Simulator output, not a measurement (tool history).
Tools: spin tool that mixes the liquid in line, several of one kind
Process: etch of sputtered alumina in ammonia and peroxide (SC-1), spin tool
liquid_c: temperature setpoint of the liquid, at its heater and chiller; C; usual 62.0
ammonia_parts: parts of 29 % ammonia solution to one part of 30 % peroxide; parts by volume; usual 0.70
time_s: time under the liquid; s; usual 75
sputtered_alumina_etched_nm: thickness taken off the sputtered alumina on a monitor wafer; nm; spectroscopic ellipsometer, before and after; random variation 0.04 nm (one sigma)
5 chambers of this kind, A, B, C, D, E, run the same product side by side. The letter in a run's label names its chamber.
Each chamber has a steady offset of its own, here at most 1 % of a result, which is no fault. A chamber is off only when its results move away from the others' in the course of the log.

run    day  liquid_c  ammonia_parts  time_s  read-back film thickness of the sputtered alumina reference wafer, read on the same gauge (nm)  sputtered_alumina_etched_nm
 1B  0.146      62.0           0.70      75                                                                                          99.994                       6.3623
 2C  0.438      62.0           0.70      75                                                                                          99.981                       6.2770
 3A  0.717      62.0           0.70      75                                                                                         100.010                       6.2373
 4E  0.967      62.0           0.70      75                                                                                          99.980                       6.3643
 5D  1.258      62.0           0.70      75                                                                                          99.991                       6.4243
 6C  1.462      62.0           0.95      75                                                                                         100.000                       6.4890
 7A  1.779      62.0           0.95      75                                                                                         100.010                       6.4187
 8E  1.975      62.0           0.95      75                                                                                         100.020                       6.5212
 9B  2.196      62.0           0.95      75                                                                                          99.985                       6.4417
10D  2.362      62.0           0.95      75                                                                                         100.010                       6.4613
11B  2.662      62.0           0.70      75                                                                                         100.010                       6.2609
12E  2.838      62.0           0.50     100                                                                                         100.020                       8.2159
13C  3.088      62.0           0.50     100                                                                                         100.000                       8.1821
14D  3.396      62.0           0.50     100                                                                                         100.010                       8.2228
15A  3.646      62.0           0.50     100                                                                                          99.998                       8.0708
16A  3.842      62.0           0.50     100                                                                                         100.010                       8.0481
17E  4.108      62.0           0.70      75                                                                                         100.010                       6.4406
     4.192  -- chamber C: new drum of ammonia solution connected
18D  4.350      62.0           0.70      75                                                                                          99.985                       6.3196
19B  4.550      62.0           0.70      75                                                                                          99.988                       6.0629
20C  4.854      62.0           0.70      75                                                                                          99.999                       6.2747
21E  5.017      62.0           0.70      75                                                                                          99.994                       6.3195
22B  5.188      62.0           0.70      75                                                                                         100.000                       5.9559
23A  5.450      62.0           0.70      75                                                                                         100.010                       6.2185
24C  5.662      62.0           0.70      75                                                                                          99.999                       6.3084
25D  5.829      62.0           0.70      75                                                                                          99.996                       6.4099
26D  6.117      62.0           0.70      75                                                                                          99.983                       6.3427
27E  6.304      62.0           0.70      75                                                                                         100.010                       6.3826
28C  6.492      62.0           0.70      75                                                                                          99.991                       6.3366
29A  6.658      62.0           0.70      75                                                                                         100.030                       6.2198
     6.708  -- chamber B: new drum of ammonia solution connected
30B  6.912      62.0           0.70      75                                                                                          99.993                       5.9972
31D  7.096      62.0           0.70     110                                                                                         100.010                       9.1708
32C  7.321      62.0           0.70     110                                                                                         100.010                       9.2641
     7.542  -- chamber E: new drum of ammonia solution connected
33E  7.583      62.0           0.70     110                                                                                         100.000                       9.4040
34A  7.792      62.0           0.70     110                                                                                          99.998                       9.1467
35B  8.100      62.0           0.70     110                                                                                         100.000                       8.6367
36C  8.308      62.0           0.70      75                                                                                         100.020                       6.2813
37E  8.512      62.0           0.70      75                                                                                         100.010                       6.4228
38D  8.683      62.0           0.70      75                                                                                         100.010                       6.3154

What goes on in this fleet: one chamber off, a drifting gauge, or nothing beyond the chambers' own small offsets? Name the chamber and the cause, if any.

Chamber B drifts away from the others.
Cause: temperature lost on the way to the wafer (K) = 1.55.
The log may not tell that from: liquid colder than its thermometer reads (K).

Here are 4 candidates for chamber B's next run, each the usual settings with a change, their results left as question marks. Which one brings its results back in line with what the others give on the usual settings?
In line means no further than this from the other chambers' mean on the usual settings: sputtered_alumina_etched_nm 0.1400 nm
39B-1  8.908      60.5           0.70      75                                                                                                                            ?
39B-2  8.908      63.5           0.70      75                                                                                                                            ?
39B-3  8.908      60.5           0.70      70                                                                                                                            ?
39B-4  8.908      63.5           0.70      80                                                                                                                            ?

The other chambers' mean on the usual settings: sputtered_alumina_etched_nm 6.3031 nm
  run  sputtered_alumina_etched_nm
39B-1                       5.3964
39B-2                       6.2920
39B-3                       5.0367
39B-4                       6.7115
39B-2 brings the chamber back in line.

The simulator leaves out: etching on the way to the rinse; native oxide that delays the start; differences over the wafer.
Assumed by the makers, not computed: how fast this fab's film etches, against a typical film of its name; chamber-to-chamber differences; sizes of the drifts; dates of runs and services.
